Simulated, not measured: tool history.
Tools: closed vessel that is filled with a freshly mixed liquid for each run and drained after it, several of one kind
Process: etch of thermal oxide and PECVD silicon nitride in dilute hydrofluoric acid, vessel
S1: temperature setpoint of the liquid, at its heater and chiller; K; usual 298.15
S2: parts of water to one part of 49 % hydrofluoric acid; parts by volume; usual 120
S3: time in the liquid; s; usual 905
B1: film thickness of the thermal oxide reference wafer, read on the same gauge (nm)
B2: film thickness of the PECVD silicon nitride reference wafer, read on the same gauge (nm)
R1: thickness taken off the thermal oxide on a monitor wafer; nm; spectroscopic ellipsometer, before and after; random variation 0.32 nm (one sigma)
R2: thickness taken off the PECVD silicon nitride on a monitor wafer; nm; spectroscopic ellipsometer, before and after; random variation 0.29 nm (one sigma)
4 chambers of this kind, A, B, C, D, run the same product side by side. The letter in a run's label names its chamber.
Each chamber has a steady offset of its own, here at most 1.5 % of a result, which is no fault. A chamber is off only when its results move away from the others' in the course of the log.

| run | hour | S1 | S2 | S3 | B1 | B2 | R1 | R2 |
|---|---|---|---|---|---|---|---|---|
| 1A | 11.1 | 298.15 | 120 | 905 | 49.977 | 39.986 | 34.810 | 34.168 |
| 2D | 19.5 | 298.15 | 120 | 905 | 50.017 | 39.981 | 35.636 | 33.892 |
| 3C | 24.9 | 298.15 | 120 | 905 | 50.017 | 40.010 | 35.276 | 34.168 |
| 4B | 30.4 | 298.15 | 120 | 905 | 49.991 | 40.046 | 35.519 | 33.621 |
| 5D | 39.4 | 298.15 | 120 | 1240 | 49.983 | 40.023 | 47.277 | 46.959 |
| 6A | 46.3 | 298.15 | 120 | 1240 | 50.005 | 40.022 | 48.169 | 46.078 |
| 7B | 56.2 | 298.15 | 120 | 1240 | 49.953 | 39.920 | 47.940 | 46.748 |
| 8C | 66.4 | 298.15 | 120 | 1240 | 49.986 | 40.032 | 47.988 | 46.574 |
| 9C | 75.2 | 300.65 | 165 | 905 | 49.975 | 40.016 | 26.694 | 28.794 |
| 10D | 82.4 | 300.65 | 165 | 905 | 50.034 | 39.985 | 26.780 | 29.393 |
| 11B | 88.8 | 300.65 | 165 | 905 | 49.991 | 39.973 | 26.198 | 29.081 |
| 12A | 94.6 | 300.65 | 165 | 905 | 49.987 | 39.986 | 26.397 | 28.972 |
| 13D | 103.7 | 298.15 | 120 | 905 | 50.007 | 39.992 | 34.688 | 33.573 |
| 14A | 109.1 | 298.15 | 120 | 905 | 50.053 | 40.004 | 34.601 | 34.471 |
| 15B | 116.0 | 298.15 | 120 | 905 | 50.016 | 40.010 | 34.945 | 34.233 |
| 16C | 124.2 | 298.15 | 120 | 905 | 49.988 | 39.994 | 35.235 | 33.786 |
| 17C | 130.1 | 298.15 | 120 | 905 | 49.956 | 40.052 | 35.086 | 34.314 |
| 18B | 136.8 | 298.15 | 120 | 905 | 49.973 | 40.027 | 34.541 | 33.978 |
| 19D | 144.4 | 298.15 | 120 | 905 | 49.997 | 40.024 | 34.817 | 33.684 |
| 20A | 150.7 | 298.15 | 120 | 905 | 50.008 | 39.977 | 35.008 | 33.603 |
| 21D | 158.1 | 298.15 | 120 | 905 | 50.016 | 39.949 | 34.939 | 34.109 |
| 22C | 168.9 | 298.15 | 120 | 905 | 49.983 | 40.016 | 35.168 | 34.592 |
| 23B | 177.3 | 298.15 | 120 | 905 | 50.022 | 39.979 | 34.586 | 34.068 |
| 24A | 187.9 | 298.15 | 120 | 905 | 50.023 | 39.986 | 33.940 | 33.405 |
| 25D | 198.1 | 298.15 | 120 | 905 | 50.007 | 39.996 | 34.982 | 34.450 |
| 26B | 207.3 | 298.15 | 120 | 905 | 49.984 | 39.998 | 34.987 | 34.050 |
| 27C | 213.4 | 298.15 | 120 | 905 | 50.024 | 39.989 | 35.377 | 34.014 |
| 28A | 220.0 | 298.15 | 120 | 905 | 49.967 | 40.026 | 33.883 | 33.331 |
| 29A | 226.2 | 298.15 | 120 | 905 | 50.019 | 40.007 | 33.900 | 32.856 |
| 30D | 234.2 | 298.15 | 120 | 905 | 50.036 | 39.983 | 34.727 | 33.546 |
| 31C | 242.8 | 298.15 | 120 | 660 | 49.962 | 39.973 | 26.186 | 24.471 |
| 32B | 249.6 | 298.15 | 120 | 660 | 49.988 | 40.027 | 25.227 | 24.863 |
| 33C | 254.7 | 298.15 | 120 | 660 | 50.069 | 39.963 | 25.923 | 25.127 |
| 34A | 262.8 | 298.15 | 120 | 660 | 49.985 | 40.047 | 24.256 | 24.142 |
| 35D | 270.0 | 294.65 | 65 | 905 | 50.003 | 40.065 | 59.087 | 49.463 |
| 36B | 276.7 | 294.65 | 65 | 905 | 49.960 | 40.022 | 59.234 | 48.888 |
| 37C | 282.8 | 294.65 | 65 | 905 | 50.004 | 39.994 | 61.542 | 50.485 |
| 38D | 289.3 | 294.65 | 65 | 905 | 50.003 | 40.026 | 59.460 | 49.523 |
| 39A | 300.5 | 298.15 | 120 | 905 | 49.979 | 40.016 | 33.359 | 32.334 |
| 40B | 309.7 | 293.65 | 120 | 905 | 49.973 | 40.016 | 29.100 | 25.534 |
| 41D | 320.9 | 293.65 | 120 | 905 | 50.082 | 40.005 | 29.445 | 25.330 |
| 42B | 331.2 | 293.65 | 120 | 905 | 49.986 | 40.021 | 29.365 | 25.142 |
| 43C | 339.8 | 293.65 | 120 | 905 | 49.967 | 39.996 | 29.374 | 25.185 |

Is one chamber off against the others, does the gauge drift, or is nothing wrong? If a chamber is off, say which, and what the likeliest cause is.

Chamber A drifts away from the others.
Cause: hydrofluoric acid flow below the setpoint (%) = 4.37.

Here are 4 candidates for chamber A's next run, each the usual settings with a change, their results left as question marks. Which one brings its results back in line with what the others give on the usual settings?
In line means no further than this from the other chambers' mean on the usual settings: R1 1.100 nm; R2 1.000 nm
| 44A-1 | 348.1 | 298.65 | 130 | 855 |  |  | ? | ? |
| 44A-2 | 348.1 | 298.15 | 115 | 920 |  |  | ? | ? |
| 44A-3 | 348.1 | 297.65 | 110 | 955 |  |  | ? | ? |
| 44A-4 | 348.1 | 298.15 | 125 | 885 |  |  | ? | ? |

The other chambers' mean on the usual settings: R1 35.023 nm; R2 34.030 nm
| run | R1 | R2 |
|---|---|---|
| 44A-1 | 28.929 | 29.022 |
| 44A-2 | 35.171 | 34.143 |
| 44A-3 | 37.670 | 35.850 |
| 44A-4 | 30.743 | 30.243 |
44A-2 brings the chamber back in line.

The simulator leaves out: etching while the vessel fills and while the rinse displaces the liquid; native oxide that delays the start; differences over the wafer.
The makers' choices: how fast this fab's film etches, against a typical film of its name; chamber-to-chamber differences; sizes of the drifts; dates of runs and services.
